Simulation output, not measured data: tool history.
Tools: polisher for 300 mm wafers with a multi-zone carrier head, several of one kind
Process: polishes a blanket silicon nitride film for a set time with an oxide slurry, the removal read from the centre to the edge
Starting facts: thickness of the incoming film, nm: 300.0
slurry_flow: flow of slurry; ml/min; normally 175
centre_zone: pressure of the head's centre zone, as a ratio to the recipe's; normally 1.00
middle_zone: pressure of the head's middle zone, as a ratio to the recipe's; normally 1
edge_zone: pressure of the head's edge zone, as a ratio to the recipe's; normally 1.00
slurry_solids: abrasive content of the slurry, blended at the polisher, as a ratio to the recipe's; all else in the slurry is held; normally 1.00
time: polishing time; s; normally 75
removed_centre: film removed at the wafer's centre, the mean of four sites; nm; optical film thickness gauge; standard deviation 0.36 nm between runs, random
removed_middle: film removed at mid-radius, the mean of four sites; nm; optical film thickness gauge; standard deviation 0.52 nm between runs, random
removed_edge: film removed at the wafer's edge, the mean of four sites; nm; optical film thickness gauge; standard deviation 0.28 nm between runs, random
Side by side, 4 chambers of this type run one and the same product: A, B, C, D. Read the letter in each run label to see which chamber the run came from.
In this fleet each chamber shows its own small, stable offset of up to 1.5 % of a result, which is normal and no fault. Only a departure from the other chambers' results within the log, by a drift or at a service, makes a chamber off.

Run 1B, hour 10.6: usual settings. Result: removed_centre 36.398 nm, removed_middle 36.832 nm, removed_edge 37.210 nm.
At hour 18.7: chamber B: worn pad replaced by a new one.
Run 2D, hour 24.2: usual settings. Result: removed_centre 36.335 nm, removed_middle 36.300 nm, removed_edge 36.579 nm.
Run 3A, hour 31.7: usual settings. Result: removed_centre 37.167 nm, removed_middle 37.651 nm, removed_edge 37.329 nm.
At hour 33.1: chamber C: worn pad replaced by a new one.
At hour 38.3: chamber D: slurry nozzle cleaned.
At hour 44.9: chamber D: worn pad replaced by a new one.
Run 4C, hour 45.0: usual settings. Result: removed_centre 36.734 nm, removed_middle 38.137 nm, removed_edge 37.256 nm.
At hour 50.2: chamber A: worn pad replaced by a new one.
Run 5C, hour 55.6: usual settings. Result: removed_centre 37.730 nm, removed_middle 36.449 nm, removed_edge 36.907 nm.
Run 6B, hour 62.4: usual settings. Result: removed_centre 36.471 nm, removed_middle 36.488 nm, removed_edge 36.961 nm.
Run 7D, hour 72.9: usual settings. Result: removed_centre 36.634 nm, removed_middle 37.048 nm, removed_edge 36.941 nm.
Run 8A, hour 83.3: usual settings. Result: removed_centre 37.074 nm, removed_middle 36.777 nm, removed_edge 36.691 nm.
At hour 90.1: chamber B: worn pad replaced by a new one.
Run 9C, hour 93.7: usual settings but time 96 s. Result: removed_centre 47.059 nm, removed_middle 46.467 nm, removed_edge 47.145 nm.
At hour 96.6: chamber D: edge zone pressure recalibrated.
Run 10B, hour 103.7: usual settings but time 96 s. Result: removed_centre 46.425 nm, removed_middle 47.597 nm, removed_edge 47.610 nm.
At hour 112.2: chamber A: worn pad replaced by a new one.
At hour 112.4: chamber D: worn pad replaced by a new one.
At hour 115.0: chamber C: worn pad replaced by a new one.
Run 11A, hour 115.5: usual settings but time 96 s. Result: removed_centre 47.692 nm, removed_middle 47.567 nm, removed_edge 47.598 nm.
Run 12D, hour 124.1: usual settings but time 96 s. Result: removed_centre 47.356 nm, removed_middle 46.399 nm, removed_edge 46.752 nm.
Run 13C, hour 131.7: usual settings. Result: removed_centre 37.312 nm, removed_middle 37.286 nm, removed_edge 37.318 nm.
Run 14A, hour 141.0: usual settings. Result: removed_centre 36.611 nm, removed_middle 37.047 nm, removed_edge 37.276 nm.
At hour 144.7: chamber A: slurry nozzle cleaned.
Run 15D, hour 148.3: usual settings but centre_zone 1.12, edge_zone 0.89. Result: removed_centre 41.070 nm, removed_middle 37.246 nm, removed_edge 34.638 nm.
Run 16B, hour 154.7: usual settings but centre_zone 1.12, edge_zone 0.89. Result: removed_centre 41.484 nm, removed_middle 36.457 nm, removed_edge 34.688 nm.
At hour 156.8: chamber B: worn pad replaced by a new one.
Run 17C, hour 164.8: usual settings but centre_zone 1.12, edge_zone 0.89. Result: removed_centre 41.464 nm, removed_middle 37.469 nm, removed_edge 34.782 nm.
At hour 172.3: chamber A: worn pad replaced by a new one.
Run 18B, hour 175.3: usual settings but centre_zone 1.12, edge_zone 0.89. Result: removed_centre 40.981 nm, removed_middle 37.658 nm, removed_edge 34.843 nm.
At hour 177.0: chamber C: worn pad replaced by a new one.
At hour 178.1: chamber D: worn pad replaced by a new one.
Run 19A, hour 187.7: usual settings. Result: removed_centre 36.606 nm, removed_middle 36.911 nm, removed_edge 36.584 nm.
Run 20D, hour 195.5: usual settings. Result: removed_centre 36.729 nm, removed_middle 36.512 nm, removed_edge 36.361 nm.
Run 21D, hour 203.7: usual settings. Result: removed_centre 35.778 nm, removed_middle 36.494 nm, removed_edge 36.638 nm.
Run 22B, hour 214.8: usual settings but slurry_solids 1.25. Result: removed_centre 39.825 nm, removed_middle 40.800 nm, removed_edge 40.391 nm.
At hour 219.1: chamber A: centre zone pressure recalibrated.
Run 23C, hour 228.3: usual settings but slurry_solids 1.25. Result: removed_centre 40.873 nm, removed_middle 40.677 nm, removed_edge 40.410 nm.
At hour 231.6: chamber B: worn pad replaced by a new one.
Run 24A, hour 238.9: usual settings but slurry_solids 1.25. Result: removed_centre 35.382 nm, removed_middle 40.071 nm, removed_edge 40.430 nm.
At hour 241.2: chamber C: edge zone pressure recalibrated.
At hour 245.6: chamber D: worn pad replaced by a new one.
At hour 246.2: chamber A: worn pad replaced by a new one.
At hour 247.3: chamber C: worn pad replaced by a new one.
Run 25C, hour 252.0: usual settings but slurry_solids 1.25. Result: removed_centre 40.660 nm, removed_middle 40.582 nm, removed_edge 40.518 nm.
Run 26D, hour 264.6: usual settings. Result: removed_centre 36.098 nm, removed_middle 36.917 nm, removed_edge 36.487 nm.
Run 27B, hour 272.5: usual settings. Result: removed_centre 36.158 nm, removed_middle 36.698 nm, removed_edge 36.686 nm.
Run 28A, hour 285.1: usual settings. Result: removed_centre 32.089 nm, removed_middle 36.948 nm, removed_edge 36.813 nm.
Run 29A, hour 296.3: usual settings. Result: removed_centre 32.280 nm, removed_middle 37.214 nm, removed_edge 37.289 nm.
At hour 298.9: chamber C: slurry nozzle cleaned.
Run 30D, hour 302.6: usual settings. Result: removed_centre 36.195 nm, removed_middle 36.156 nm, removed_edge 36.656 nm.
At hour 308.0: chamber B: worn pad replaced by a new one.
At hour 310.3: chamber A: worn pad replaced by a new one.
Run 31B, hour 310.5: usual settings. Result: removed_centre 36.255 nm, removed_middle 38.058 nm, removed_edge 37.575 nm.
At hour 314.4: chamber D: worn pad replaced by a new one.
At hour 315.6: chamber C: worn pad replaced by a new one.
Run 32C, hour 319.4: usual settings but centre_zone 0.91, edge_zone 0.92. Result: removed_centre 33.650 nm, removed_middle 37.150 nm, removed_edge 35.386 nm.
Run 33D, hour 328.4: usual settings but centre_zone 0.91, edge_zone 0.92. Result: removed_centre 32.662 nm, removed_middle 36.302 nm, removed_edge 34.872 nm.
Run 34B, hour 334.7: usual settings but centre_zone 0.91, edge_zone 0.92. Result: removed_centre 32.657 nm, removed_middle 36.942 nm, removed_edge 35.921 nm.
Run 35C, hour 345.2: usual settings but centre_zone 0.91, edge_zone 0.92. Result: removed_centre 33.748 nm, removed_middle 37.394 nm, removed_edge 35.458 nm.
Run 36A, hour 353.2: usual settings but slurry_flow 155 ml/min, centre_zone 1.05. Result: removed_centre 33.610 nm, removed_middle 36.838 nm, removed_edge 36.279 nm.

Next, all 4 chambers run the settings below, one line each with question marks for the results. What does each chamber give?
Run 37A, hour 363.1: usual settings but time 55 s. Result: removed_centre ?, removed_middle ?, removed_edge ?.
Run 37B, hour 363.1: usual settings but time 55 s. Result: removed_centre ?, removed_middle ?, removed_edge ?.
Run 37C, hour 363.1: usual settings but time 55 s. Result: removed_centre ?, removed_middle ?, removed_edge ?.
Run 37D, hour 363.1: usual settings but time 55 s. Result: removed_centre ?, removed_middle ?, removed_edge ?.

run  removed_centre  removed_middle  removed_edge
37A          23.892          27.536        27.386
37B          26.729          26.578        27.498
37C          27.253          27.632        27.238
37D          26.312          27.002        26.796
